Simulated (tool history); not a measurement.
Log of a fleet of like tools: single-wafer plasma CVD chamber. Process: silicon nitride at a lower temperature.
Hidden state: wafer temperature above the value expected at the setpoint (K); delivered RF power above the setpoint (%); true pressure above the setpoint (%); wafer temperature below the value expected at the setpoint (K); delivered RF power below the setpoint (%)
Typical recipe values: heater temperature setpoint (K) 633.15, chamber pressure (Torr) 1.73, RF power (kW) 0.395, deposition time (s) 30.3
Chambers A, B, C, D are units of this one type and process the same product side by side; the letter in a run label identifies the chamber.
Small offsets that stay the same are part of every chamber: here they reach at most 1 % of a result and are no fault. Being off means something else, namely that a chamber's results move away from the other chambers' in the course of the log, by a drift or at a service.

| run | day | heater temperature setpoint (K) | chamber pressure (Torr) | RF power (kW) | deposition time (s) | hours since the last thermocouple change | hours since the last RF generator calibration | hours since the last manometer calibration | read-back reference wafer on the same gauge, thickness_nm | mean film thickness on the monitor wafer (Å) |
|---|---|---|---|---|---|---|---|---|---|---|
| 1D | 0.208 | 633.15 | 1.73 | 0.395 | 30.3 | 1024.6 | 179.6 | 1524.2 | 50.902 | 431.17 |
| 2B | 0.308 | 633.15 | 1.73 | 0.395 | 30.3 | 1674.5 | 1071.5 | 1217.2 | 50.897 | 435.34 |
| 3A | 0.450 | 633.15 | 1.73 | 0.395 | 30.3 | 317.2 | 859.7 | 1464.2 | 50.936 | 429.37 |
| 4C | 0.629 | 633.15 | 1.73 | 0.395 | 30.3 | 1171.6 | 496.9 | 584.7 | 50.895 | 434.88 |
| 5D | 0.792 | 633.15 | 1.73 | 0.395 | 30.3 | 1038.6 | 193.6 | 1538.2 | 50.875 | 431.38 |
| 6A | 0.908 | 633.15 | 1.73 | 0.395 | 30.3 | 328.2 | 870.7 | 1475.2 | 50.883 | 428.71 |
| 7B | 1.025 | 619.15 | 1.73 | 0.395 | 34.1 | 1691.7 | 1088.7 | 1234.4 | 50.899 | 492.49 |
| 8C | 1.217 | 619.15 | 1.73 | 0.395 | 34.1 | 1185.7 | 511.0 | 598.8 | 50.901 | 492.17 |
| 9A | 1.308 | 619.15 | 1.73 | 0.395 | 34.1 | 337.8 | 880.3 | 1484.8 | 50.914 | 486.24 |
| 10D | 1.417 | 619.15 | 1.73 | 0.395 | 34.1 | 1053.6 | 208.6 | 1553.2 | 50.890 | 488.59 |
| 11B | 1.512 | 633.15 | 1.73 | 0.395 | 25.0 | 1703.4 | 1100.4 | 1246.1 | 50.885 | 359.09 |
| 12C | 1.683 | 633.15 | 1.73 | 0.395 | 25.0 | 1196.9 | 522.2 | 610.0 | 50.893 | 359.84 |
| 13D | 1.888 | 633.15 | 1.73 | 0.395 | 25.0 | 1064.9 | 219.9 | 1564.5 | 50.898 | 355.35 |
| 14C | 2.012 | 633.15 | 1.73 | 0.395 | 25.0 | 1204.8 | 530.1 | 617.9 | 50.883 | 361.14 |
| 15A | 2.225 | 633.15 | 1.73 | 0.395 | 30.3 | 359.8 | 902.3 | 1506.8 | 50.900 | 429.99 |
| 16B | 2.312 | 633.15 | 1.73 | 0.395 | 30.3 | 1722.6 | 1119.6 | 1265.3 | 50.857 | 433.73 |
| 17A | 2.500 | 619.15 | 1.73 | 0.325 | 30.3 | 366.4 | 908.9 | 1513.4 | 50.906 | 380.05 |
| 18D | 2.638 | 619.15 | 1.73 | 0.325 | 30.3 | 1082.9 | 237.9 | 1582.5 | 50.909 | 381.48 |
| 19C | 2.821 | 619.15 | 1.73 | 0.325 | 30.3 | 1224.2 | 549.5 | 637.3 | 50.901 | 386.76 |
| 20B | 2.933 | 619.15 | 1.73 | 0.325 | 30.3 | 1737.5 | 1134.5 | 1280.2 | 50.929 | 386.04 |
| 21C | 3.112 | 633.15 | 1.73 | 0.395 | 30.3 | 1231.2 | 556.5 | 644.3 | 50.926 | 437.26 |
| 22B | 3.271 | 633.15 | 1.73 | 0.395 | 30.3 | 1745.6 | 1142.6 | 1288.3 | 50.875 | 434.32 |
| 23D | 3.438 | 633.15 | 1.73 | 0.395 | 30.3 | 1102.1 | 257.1 | 1601.7 | 50.896 | 430.07 |
| 24A | 3.529 | 633.15 | 1.73 | 0.395 | 30.3 | 391.1 | 933.6 | 1538.1 | 50.914 | 428.37 |
| 25A | 3.675 | 633.15 | 1.73 | 0.395 | 30.3 | 394.6 | 937.1 | 1541.6 | 50.919 | 429.76 |
| 26C | 3.775 | 633.15 | 1.73 | 0.395 | 30.3 | 1247.1 | 572.4 | 660.2 | 50.904 | 437.35 |
| 27B | 3.942 | 633.15 | 1.73 | 0.395 | 30.3 | 1761.7 | 1158.7 | 1304.4 | 50.889 | 434.39 |
| 28D | 4.071 | 633.15 | 1.73 | 0.395 | 30.3 | 1117.3 | 272.3 | 1616.9 | 50.874 | 431.55 |
|  | 4.221 | chamber D: thermocouple changed; heater temperature recalibrated |
|  | 4.238 | chamber B: RF generator calibrated |
| 29A | 4.275 | 639.15 | 1.73 | 0.395 | 30.3 | 409.0 | 951.5 | 1556.0 | 50.894 | 429.03 |
| 30D | 4.371 | 639.15 | 1.73 | 0.395 | 30.3 | 3.7 | 279.5 | 1624.1 | 50.883 | 430.23 |
| 31B | 4.492 | 639.15 | 1.73 | 0.395 | 30.3 | 1774.9 | 6.1 | 1317.6 | 50.904 | 434.54 |
| 32C | 4.604 | 639.15 | 1.73 | 0.395 | 30.3 | 1267.0 | 592.3 | 680.1 | 50.900 | 436.14 |

Has any chamber moved away from the others, gradually or after a service, or does the common gauge drift, or do the chambers differ only by their own small steady offsets? State the chamber and the most likely cause if one applies.

Neither any chamber nor the gauge drifts; the chambers differ only by their own small, steady offsets.
